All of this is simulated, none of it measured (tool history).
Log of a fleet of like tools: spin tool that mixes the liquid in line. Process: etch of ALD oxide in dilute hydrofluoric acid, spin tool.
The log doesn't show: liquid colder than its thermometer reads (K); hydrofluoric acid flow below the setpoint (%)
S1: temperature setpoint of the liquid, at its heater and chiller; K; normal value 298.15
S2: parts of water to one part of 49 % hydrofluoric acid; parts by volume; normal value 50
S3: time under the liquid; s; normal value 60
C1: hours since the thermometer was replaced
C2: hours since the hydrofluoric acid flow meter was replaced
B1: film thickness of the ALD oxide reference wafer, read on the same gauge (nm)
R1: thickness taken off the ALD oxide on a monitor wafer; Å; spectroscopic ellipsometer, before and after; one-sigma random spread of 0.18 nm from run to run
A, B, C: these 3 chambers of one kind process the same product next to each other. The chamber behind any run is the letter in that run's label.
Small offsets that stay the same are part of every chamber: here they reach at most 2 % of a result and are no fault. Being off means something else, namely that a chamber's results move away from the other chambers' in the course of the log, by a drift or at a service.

run    day      S1  S2  S3      C1      C2      B1      R1
 1C  0.338  298.15  50  60   173.4   692.0  89.964  191.53
 2A  0.679  298.15  50  60   669.1   319.8  90.027  199.44
 3B  0.896  298.15  50  60  1095.2  1371.3  90.029  194.47
 4B  1.108  298.15  50  60  1100.3  1376.4  90.002  196.21
 5C  1.388  298.15  50  60   198.6   717.2  90.014  194.45
 6A  1.667  298.15  50  60   692.8   343.5  89.984  202.38
 7C  1.892  298.15  50  60   210.7   729.3  90.034  193.90
 8B  2.262  298.15  50  60  1128.0  1404.1  89.993  198.13
 9A  2.454  298.15  50  60   711.7   362.4  90.026  199.23
10A  2.796  298.15  50  60   719.9   370.6  89.981  198.71
11B  3.121  298.15  50  60  1148.6  1424.7  89.992  196.95
12C  3.462  298.15  50  60   248.4   767.0  90.015  195.00
13A  3.867  298.15  50  60   745.6   396.3  90.003  198.82
14B  4.142  298.15  50  60  1173.1  1449.2  89.988  195.49
15C  4.412  300.15  50  60   271.2   789.8  90.003  212.81
16A  4.708  300.15  50  60   765.8   416.5  90.016  212.96
17B  5.083  300.15  50  60  1195.7  1471.8  89.984  213.07
18C  5.312  298.15  50  60   292.8   811.4  90.017  196.25
19C  5.629  298.15  50  60   300.4   819.0  89.995  197.03
20A  5.979  296.15  50  60   796.3   447.0  90.016  176.34
21B  6.367  296.15  50  60  1226.5  1502.6  90.011  183.27
22A  6.592  296.15  50  60   811.0   461.7  90.015  177.58
23B  6.858  298.15  50  60  1238.3  1514.4  89.980  197.75
24C  7.250  298.15  50  60   339.3   857.9  89.994  199.08
25A  7.612  298.15  50  60   835.5   486.2  90.032  189.01
     7.921  -- chamber B: thermometer replaced
26B  8.038  298.15  50  60     2.9  1542.7  90.009  198.28
27C  8.250  298.15  50  60   363.3   881.9  89.983  194.67
28A  8.600  298.15  60  60   859.2   509.9  90.007  153.06
29C  8.888  298.15  60  60   378.6   897.2  90.031  160.79

One chamber off, gauge drift, or nothing amiss beyond the chambers' own small offsets? If it is a chamber, which one, and what is the likeliest cause?

Chamber A drifts away from the others.
What lies behind it: liquid colder than its thermometer reads (K) = 1.91.
The log may not separate it from: hydrofluoric acid flow below the setpoint (%).

Which of the 4 candidates below, each the usual settings with something changed and its results left as question marks, puts chamber A back in line with what the other chambers give on the usual settings?
Maximum distance from the other chambers' mean on the usual settings for a result to count as in line: R1 6.10 Å
30A-1  9.204  297.65  50  55               ?
30A-2  9.204  298.15  45  60               ?
30A-3  9.204  296.65  50  60               ?
30A-4  9.204  299.65  50  60               ?

What the other chambers average on the usual settings: R1 196.12 Å
  run      R1
30A-1  165.66
30A-2  205.87
30A-3  173.40
30A-4  196.03
With 30A-4, the chamber falls back in line with the rest.
